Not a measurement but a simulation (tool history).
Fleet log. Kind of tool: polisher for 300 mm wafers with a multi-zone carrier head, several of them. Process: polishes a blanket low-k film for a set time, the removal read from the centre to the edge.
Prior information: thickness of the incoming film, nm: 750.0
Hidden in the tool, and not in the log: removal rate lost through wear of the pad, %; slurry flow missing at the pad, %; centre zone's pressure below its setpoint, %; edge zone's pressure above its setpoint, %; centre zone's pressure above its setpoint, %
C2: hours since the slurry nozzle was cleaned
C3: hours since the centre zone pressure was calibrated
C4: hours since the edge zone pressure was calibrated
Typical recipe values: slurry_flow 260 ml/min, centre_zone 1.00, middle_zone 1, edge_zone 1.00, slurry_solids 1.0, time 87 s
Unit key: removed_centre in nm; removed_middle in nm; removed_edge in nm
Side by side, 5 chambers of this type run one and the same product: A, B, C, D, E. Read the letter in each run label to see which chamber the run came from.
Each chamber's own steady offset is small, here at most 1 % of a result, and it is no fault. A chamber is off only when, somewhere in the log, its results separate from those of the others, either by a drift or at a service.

{"day": 0.217, "done": "chamber D: worn pad replaced by a new one"}
{"run": "1B", "day": 0.246, "slurry_flow": 260, "centre_zone": 1.0, "middle_zone": 1, "edge_zone": 1.0, "slurry_solids": 1.0, "time": 87, "wafers polished on this pad": 385, "C2": 189.4, "C3": 194.2, "C4": 136.2, "removed_centre": 17.632, "removed_middle": 17.26, "removed_edge": 17.559}
{"run": "2D", "day": 0.5, "slurry_flow": 260, "centre_zone": 1.0, "middle_zone": 1, "edge_zone": 1.0, "slurry_solids": 1.0, "time": 87, "wafers polished on this pad": 62, "C2": 71.9, "C3": 557.1, "C4": 450.4, "removed_centre": 17.458, "removed_middle": 17.705, "removed_edge": 17.812}
{"day": 0.612, "done": "chamber C: worn pad replaced by a new one"}
{"run": "3E", "day": 0.654, "slurry_flow": 260, "centre_zone": 1.0, "middle_zone": 1, "edge_zone": 1.0, "slurry_solids": 1.0, "time": 87, "wafers polished on this pad": 446, "C2": 305.5, "C3": 540.3, "C4": 572.1, "removed_centre": 17.452, "removed_middle": 17.812, "removed_edge": 17.719}
{"run": "4C", "day": 0.867, "slurry_flow": 260, "centre_zone": 1.0, "middle_zone": 1, "edge_zone": 1.0, "slurry_solids": 1.0, "time": 87, "wafers polished on this pad": 55, "C2": 245.8, "C3": 284.9, "C4": 231.6, "removed_centre": 17.619, "removed_middle": 17.24, "removed_edge": 17.512}
{"run": "5A", "day": 1.108, "slurry_flow": 260, "centre_zone": 1.0, "middle_zone": 1, "edge_zone": 1.0, "slurry_solids": 1.0, "time": 87, "wafers polished on this pad": 1040, "C2": 246.8, "C3": 262.1, "C4": 697.0, "removed_centre": 17.601, "removed_middle": 17.125, "removed_edge": 17.388}
{"run": "6E", "day": 1.279, "slurry_flow": 260, "centre_zone": 1.0, "middle_zone": 1, "edge_zone": 1.0, "slurry_solids": 1.0, "time": 87, "wafers polished on this pad": 583, "C2": 320.5, "C3": 555.3, "C4": 587.1, "removed_centre": 17.627, "removed_middle": 17.468, "removed_edge": 17.487}
{"run": "7A", "day": 1.433, "slurry_flow": 260, "centre_zone": 1.0, "middle_zone": 1, "edge_zone": 1.0, "slurry_solids": 1.0, "time": 87, "wafers polished on this pad": 1112, "C2": 254.6, "C3": 269.9, "C4": 704.8, "removed_centre": 17.734, "removed_middle": 17.509, "removed_edge": 17.351}
{"run": "8C", "day": 1.654, "slurry_flow": 260, "centre_zone": 1.0, "middle_zone": 1, "edge_zone": 1.0, "slurry_solids": 1.0, "time": 87, "wafers polished on this pad": 228, "C2": 264.7, "C3": 303.8, "C4": 250.5, "removed_centre": 17.159, "removed_middle": 17.114, "removed_edge": 17.33}
{"run": "9B", "day": 1.792, "slurry_flow": 260, "centre_zone": 1.0, "middle_zone": 1, "edge_zone": 1.0, "slurry_solids": 1.0, "time": 87, "wafers polished on this pad": 725, "C2": 226.5, "C3": 231.3, "C4": 173.3, "removed_centre": 17.081, "removed_middle": 17.415, "removed_edge": 17.594}
{"run": "10D", "day": 1.971, "slurry_flow": 215, "centre_zone": 1.11, "middle_zone": 1, "edge_zone": 1.0, "slurry_solids": 1.0, "time": 87, "wafers polished on this pad": 384, "C2": 107.2, "C3": 592.4, "C4": 485.7, "removed_centre": 19.34, "removed_middle": 16.766, "removed_edge": 17.291}
{"run": "11A", "day": 2.154, "slurry_flow": 215, "centre_zone": 1.11, "middle_zone": 1, "edge_zone": 1.0, "slurry_solids": 1.0, "time": 87, "wafers polished on this pad": 1270, "C2": 271.9, "C3": 287.2, "C4": 722.1, "removed_centre": 18.796, "removed_middle": 16.948, "removed_edge": 17.135}
{"run": "12E", "day": 2.342, "slurry_flow": 215, "centre_zone": 1.11, "middle_zone": 1, "edge_zone": 1.0, "slurry_solids": 1.0, "time": 87, "wafers polished on this pad": 817, "C2": 346.0, "C3": 580.8, "C4": 612.6, "removed_centre": 19.527, "removed_middle": 17.375, "removed_edge": 17.371}
{"day": 2.458, "done": "chamber A: worn pad replaced by a new one"}
{"run": "13B", "day": 2.583, "slurry_flow": 215, "centre_zone": 1.11, "middle_zone": 1, "edge_zone": 1.0, "slurry_solids": 1.0, "time": 87, "wafers polished on this pad": 898, "C2": 245.5, "C3": 250.3, "C4": 192.3, "removed_centre": 18.896, "removed_middle": 17.045, "removed_edge": 17.396}
{"day": 2.733, "done": "chamber A: edge zone pressure recalibrated"}
{"run": "14C", "day": 2.767, "slurry_flow": 215, "centre_zone": 1.11, "middle_zone": 1, "edge_zone": 1.0, "slurry_solids": 1.0, "time": 87, "wafers polished on this pad": 472, "C2": 291.4, "C3": 330.5, "C4": 277.2, "removed_centre": 18.747, "removed_middle": 17.196, "removed_edge": 17.12}
{"run": "15D", "day": 2.975, "slurry_flow": 260, "centre_zone": 1.0, "middle_zone": 1, "edge_zone": 1.0, "slurry_solids": 1.0, "time": 87, "wafers polished on this pad": 605, "C2": 131.3, "C3": 616.5, "C4": 509.8, "removed_centre": 17.583, "removed_middle": 17.185, "removed_edge": 17.734}
{"run": "16C", "day": 3.25, "slurry_flow": 260, "centre_zone": 1.0, "middle_zone": 1, "edge_zone": 1.0, "slurry_solids": 1.0, "time": 87, "wafers polished on this pad": 578, "C2": 303.0, "C3": 342.1, "C4": 288.8, "removed_centre": 17.258, "removed_middle": 17.56, "removed_edge": 17.501}
{"day": 3.388, "done": "chamber D: worn pad replaced by a new one"}
{"run": "17B", "day": 3.471, "slurry_flow": 260, "centre_zone": 1.0, "middle_zone": 1, "edge_zone": 1.0, "slurry_solids": 1.0, "time": 87, "wafers polished on this pad": 1093, "C2": 266.8, "C3": 271.6, "C4": 213.6, "removed_centre": 17.048, "removed_middle": 17.533, "removed_edge": 17.547}
{"run": "18E", "day": 3.612, "slurry_flow": 260, "centre_zone": 1.0, "middle_zone": 1, "edge_zone": 1.0, "slurry_solids": 1.0, "time": 87, "wafers polished on this pad": 1095, "C2": 376.5, "C3": 611.3, "C4": 643.1, "removed_centre": 17.636, "removed_middle": 17.34, "removed_edge": 17.734}
{"day": 3.817, "done": "chamber B: worn pad replaced by a new one"}
{"run": "19A", "day": 3.838, "slurry_flow": 260, "centre_zone": 1.0, "middle_zone": 1, "edge_zone": 1.0, "slurry_solids": 1.0, "time": 87, "wafers polished on this pad": 302, "C2": 312.3, "C3": 327.6, "C4": 26.5, "removed_centre": 17.862, "removed_middle": 17.278, "removed_edge": 17.342}
{"run": "20D", "day": 3.979, "slurry_flow": 260, "centre_zone": 1.0, "middle_zone": 1, "edge_zone": 1.0, "slurry_solids": 1.2, "time": 87, "wafers polished on this pad": 130, "C2": 155.4, "C3": 640.6, "C4": 533.9, "removed_centre": 18.963, "removed_middle": 18.891, "removed_edge": 19.119}
{"run": "21D", "day": 4.233, "slurry_flow": 260, "centre_zone": 1.0, "middle_zone": 1, "edge_zone": 1.0, "slurry_solids": 1.2, "time": 87, "wafers polished on this pad": 186, "C2": 161.5, "C3": 646.7, "C4": 540.0, "removed_centre": 18.974, "removed_middle": 18.943, "removed_edge": 19.289}
{"run": "22E", "day": 4.35, "slurry_flow": 260, "centre_zone": 1.0, "middle_zone": 1, "edge_zone": 1.0, "slurry_solids": 1.2, "time": 87, "wafers polished on this pad": 1257, "C2": 394.2, "C3": 629.0, "C4": 660.8, "removed_centre": 18.996, "removed_middle": 18.898, "removed_edge": 18.95}
{"day": 4.396, "done": "chamber E: worn pad replaced by a new one"}
{"run": "23C", "day": 4.558, "slurry_flow": 260, "centre_zone": 1.0, "middle_zone": 1, "edge_zone": 1.0, "slurry_solids": 1.2, "time": 87, "wafers polished on this pad": 865, "C2": 334.4, "C3": 373.5, "C4": 320.2, "removed_centre": 18.704, "removed_middle": 18.57, "removed_edge": 18.636}
{"run": "24B", "day": 4.692, "slurry_flow": 260, "centre_zone": 1.0, "middle_zone": 1, "edge_zone": 1.0, "slurry_solids": 1.2, "time": 87, "wafers polished on this pad": 192, "C2": 296.1, "C3": 300.9, "C4": 242.9, "removed_centre": 18.337, "removed_middle": 18.905, "removed_edge": 19.099}
{"run": "25A", "day": 4.821, "slurry_flow": 260, "centre_zone": 1.0, "middle_zone": 1, "edge_zone": 1.0, "slurry_solids": 1.0, "time": 87, "wafers polished on this pad": 518, "C2": 335.9, "C3": 351.2, "C4": 50.1, "removed_centre": 17.622, "removed_middle": 17.263, "removed_edge": 17.557}
{"run": "26D", "day": 5.062, "slurry_flow": 260, "centre_zone": 1.0, "middle_zone": 1, "edge_zone": 1.0, "slurry_solids": 1.0, "time": 87, "wafers polished on this pad": 368, "C2": 181.4, "C3": 666.6, "C4": 559.9, "removed_centre": 17.583, "removed_middle": 17.284, "removed_edge": 17.596}
{"run": "27B", "day": 5.271, "slurry_flow": 260, "centre_zone": 1.0, "middle_zone": 1, "edge_zone": 1.0, "slurry_solids": 1.0, "time": 87, "wafers polished on this pad": 319, "C2": 310.0, "C3": 314.8, "C4": 256.8, "removed_centre": 16.608, "removed_middle": 17.779, "removed_edge": 17.486}
{"day": 5.321, "done": "chamber C: slurry nozzle cleaned"}
{"run": "28C", "day": 5.421, "slurry_flow": 260, "centre_zone": 1.0, "middle_zone": 1, "edge_zone": 1.0, "slurry_solids": 1.0, "time": 87, "wafers polished on this pad": 1054, "C2": 2.5, "C3": 394.2, "C4": 340.9, "removed_centre": 17.493, "removed_middle": 17.898, "removed_edge": 17.573}
{"run": "29E", "day": 5.629, "slurry_flow": 260, "centre_zone": 1.0, "middle_zone": 1, "edge_zone": 1.0, "slurry_solids": 1.0, "time": 87, "wafers polished on this pad": 270, "C2": 424.9, "C3": 659.7, "C4": 691.5, "removed_centre": 17.587, "removed_middle": 17.217, "removed_edge": 17.343}
{"day": 5.712, "done": "chamber C: worn pad replaced by a new one"}
{"run": "30A", "day": 5.804, "slurry_flow": 260, "centre_zone": 1.0, "middle_zone": 1, "edge_zone": 1.0, "slurry_solids": 1.0, "time": 87, "wafers polished on this pad": 734, "C2": 359.5, "C3": 374.8, "C4": 73.7, "removed_centre": 16.832, "removed_middle": 17.398, "removed_edge": 17.199}
{"run": "31B", "day": 6.075, "slurry_flow": 260, "centre_zone": 1.0, "middle_zone": 1, "edge_zone": 1.0, "slurry_solids": 1.0, "time": 87, "wafers polished on this pad": 495, "C2": 329.3, "C3": 334.1, "C4": 276.1, "removed_centre": 16.02, "removed_middle": 17.006, "removed_edge": 17.306}
{"day": 6.321, "done": "chamber D: worn pad replaced by a new one"}
{"run": "32A", "day": 6.35, "slurry_flow": 260, "centre_zone": 1.0, "middle_zone": 1, "edge_zone": 1.07, "slurry_solids": 1.1, "time": 87, "wafers polished on this pad": 853, "C2": 372.6, "C3": 387.9, "C4": 86.8, "removed_centre": 18.157, "removed_middle": 18.319, "removed_edge": 18.819}
{"day": 6.538, "done": "chamber E: slurry nozzle cleaned"}
{"run": "33E", "day": 6.617, "slurry_flow": 260, "centre_zone": 1.0, "middle_zone": 1, "edge_zone": 1.07, "slurry_solids": 1.1, "time": 87, "wafers polished on this pad": 487, "C2": 2.0, "C3": 683.4, "C4": 715.2, "removed_centre": 18.319, "removed_middle": 17.943, "removed_edge": 19.088}
{"run": "34C", "day": 6.829, "slurry_flow": 260, "centre_zone": 1.0, "middle_zone": 1, "edge_zone": 1.07, "slurry_solids": 1.1, "time": 87, "wafers polished on this pad": 245, "C2": 36.3, "C3": 428.0, "C4": 374.7, "removed_centre": 17.995, "removed_middle": 18.339, "removed_edge": 18.978}
{"run": "35D", "day": 7.05, "slurry_flow": 260, "centre_zone": 1.0, "middle_zone": 1, "edge_zone": 1.07, "slurry_solids": 1.1, "time": 87, "wafers polished on this pad": 160, "C2": 229.1, "C3": 714.3, "C4": 607.6, "removed_centre": 18.552, "removed_middle": 18.386, "removed_edge": 19.102}
{"run": "36E", "day": 7.317, "slurry_flow": 260, "centre_zone": 1.0, "middle_zone": 1, "edge_zone": 1.07, "slurry_solids": 1.1, "time": 87, "wafers polished on this pad": 640, "C2": 18.8, "C3": 700.2, "C4": 732.0, "removed_centre": 17.843, "removed_middle": 18.256, "removed_edge": 19.016}
{"run": "37B", "day": 7.483, "slurry_flow": 260, "centre_zone": 1.0, "middle_zone": 1, "edge_zone": 1.0, "slurry_solids": 1.0, "time": 87, "wafers polished on this pad": 804, "C2": 363.1, "C3": 367.9, "C4": 309.9, "removed_centre": 15.771, "removed_middle": 17.047, "removed_edge": 17.772}
{"run": "38D", "day": 7.75, "slurry_flow": 260, "centre_zone": 1.0, "middle_zone": 1, "edge_zone": 1.0, "slurry_solids": 1.0, "time": 87, "wafers polished on this pad": 314, "C2": 245.9, "C3": 731.1, "C4": 624.4, "removed_centre": 17.266, "removed_middle": 17.468, "removed_edge": 17.375}

The same settings go to every chamber for the next run, one line per chamber below. Forecast the results for each:
{"run": "39A", "day": 7.946, "slurry_flow": 260, "centre_zone": 1.0, "middle_zone": 1, "edge_zone": 1.0, "slurry_solids": 0.9, "time": 87, "removed_centre": "?", "removed_middle": "?", "removed_edge": "?"}
{"run": "39B", "day": 7.946, "slurry_flow": 260, "centre_zone": 1.0, "middle_zone": 1, "edge_zone": 1.0, "slurry_solids": 0.9, "time": 87, "removed_centre": "?", "removed_middle": "?", "removed_edge": "?"}
{"run": "39C", "day": 7.946, "slurry_flow": 260, "centre_zone": 1.0, "middle_zone": 1, "edge_zone": 1.0, "slurry_solids": 0.9, "time": 87, "removed_centre": "?", "removed_middle": "?", "removed_edge": "?"}
{"run": "39D", "day": 7.946, "slurry_flow": 260, "centre_zone": 1.0, "middle_zone": 1, "edge_zone": 1.0, "slurry_solids": 0.9, "time": 87, "removed_centre": "?", "removed_middle": "?", "removed_edge": "?"}
{"run": "39E", "day": 7.946, "slurry_flow": 260, "centre_zone": 1.0, "middle_zone": 1, "edge_zone": 1.0, "slurry_solids": 0.9, "time": 87, "removed_centre": "?", "removed_middle": "?", "removed_edge": "?"}

run=39A removed_centre=16.710 removed_middle=16.731 removed_edge=16.522
run=39B removed_centre=15.356 removed_middle=16.680 removed_edge=16.805
run=39C removed_centre=16.252 removed_middle=16.620 removed_edge=16.686
run=39D removed_centre=16.352 removed_middle=16.499 removed_edge=16.671
run=39E removed_centre=16.727 removed_middle=16.667 removed_edge=16.690

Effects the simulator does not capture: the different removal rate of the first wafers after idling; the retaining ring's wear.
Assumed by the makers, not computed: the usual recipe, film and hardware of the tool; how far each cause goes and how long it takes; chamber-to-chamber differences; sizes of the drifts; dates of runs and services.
